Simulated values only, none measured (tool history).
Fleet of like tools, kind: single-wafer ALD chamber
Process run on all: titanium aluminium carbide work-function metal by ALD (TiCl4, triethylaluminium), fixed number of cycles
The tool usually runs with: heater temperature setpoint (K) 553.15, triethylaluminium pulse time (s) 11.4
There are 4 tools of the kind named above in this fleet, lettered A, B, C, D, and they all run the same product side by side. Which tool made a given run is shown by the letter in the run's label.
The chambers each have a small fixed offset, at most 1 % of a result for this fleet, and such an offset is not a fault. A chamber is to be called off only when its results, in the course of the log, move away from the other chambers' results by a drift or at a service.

| run | hour | heater temperature setpoint (K) | triethylaluminium pulse time (s) | hours since the last thermocouple change | hours since the last triethylaluminium bottle change | read-back reference wafer on the same gauge, thickness_nm | mean film thickness on the monitor wafer (Å) |
|---|---|---|---|---|---|---|---|
| 1B | 4.2 | 553.15 | 11.4 | 1545.7 | 1330 | 1.9109 | 18.682 |
| 2A | 10.1 | 553.15 | 11.4 | 2045.9 | 441.6 | 1.9109 | 18.606 |
| 3D | 16.3 | 553.15 | 11.4 | 65.8 | 902.7 | 1.9113 | 18.643 |
| 4C | 22.1 | 553.15 | 11.4 | 811.5 | 1053.6 | 1.9122 | 18.359 |
| 5B | 28.6 | 553.15 | 11.4 | 1570.1 | 1354.4 | 1.912 | 18.76 |
| 6A | 35.1 | 553.15 | 11.4 | 2070.9 | 466.6 | 1.9138 | 18.64 |
| 7D | 39 | 553.15 | 11.4 | 88.5 | 925.4 | 1.9138 | 18.653 |
| 8C | 44 | 553.15 | 11.4 | 833.4 | 1075.5 | 1.9143 | 18.371 |
| 9A | 48 | 553.15 | 11.4 | 2083.8 | 479.5 | 1.9146 | 18.614 |
| 10C | 53.2 | 567.15 | 11.4 | 842.6 | 1084.7 | 1.9148 | 19.606 |
| 11D | 57.2 | 567.15 | 11.4 | 106.7 | 943.6 | 1.9156 | 19.862 |
| 12B | 61.2 | 567.15 | 11.4 | 1602.7 | 1387 | 1.9163 | 19.95 |
| 13D | 67.7 | 567.15 | 11.4 | 117.2 | 954.1 | 1.917 | 19.872 |
| 14A | 70.8 | 553.15 | 11.4 | 2106.6 | 502.3 | 1.9159 | 18.682 |
| 15B | 74.6 | 553.15 | 11.4 | 1616.1 | 1400.4 | 1.9172 | 18.765 |
| 16C | 79.8 | 553.15 | 11.4 | 869.2 | 1111.3 | 1.9173 | 18.428 |
| 17C | 84.2 | 553.15 | 11.4 | 873.6 | 1115.7 | 1.9175 | 18.431 |
| 18B | 87.5 | 553.15 | 11.4 | 1629 | 1413.3 | 1.918 | 18.72 |
| 19A | 93 | 553.15 | 11.4 | 2128.8 | 524.5 | 1.9188 | 18.678 |
| 20D | 97.3 | 545.15 | 14.48 | 146.8 | 983.7 | 1.9193 | 18.262 |
| 21A | 102.6 | 545.15 | 14.48 | 2138.4 | 534.1 | 1.9208 | 18.192 |
| 22D | 107.7 | 545.15 | 14.48 | 157.2 | 994.1 | 1.9204 | 18.282 |
| 23C | 110.9 | 545.15 | 14.48 | 900.3 | 1142.4 | 1.9215 | 18.039 |
| 24B | 114 | 553.15 | 11.4 | 1655.5 | 1439.8 | 1.9212 | 18.799 |
| 25A | 119.4 | 553.15 | 11.4 | 2155.2 | 550.9 | 1.9215 | 18.715 |
| 26B | 123.5 | 553.15 | 11.4 | 1665 | 1449.3 | 1.9218 | 18.737 |

The same settings go to every chamber for the next run, one line per chamber below. Forecast the results for each:
| 27A | 128.3 | 553.15 | 7.8 |  |  |  | ? |
| 27B | 128.3 | 553.15 | 7.8 |  |  |  | ? |
| 27C | 128.3 | 553.15 | 7.8 |  |  |  | ? |
| 27D | 128.3 | 553.15 | 7.8 |  |  |  | ? |

| run | mean film thickness on the monitor wafer (Å) |
|---|---|
| 27A | 17.796 |
| 27B | 17.861 |
| 27C | 17.564 |
| 27D | 17.773 |
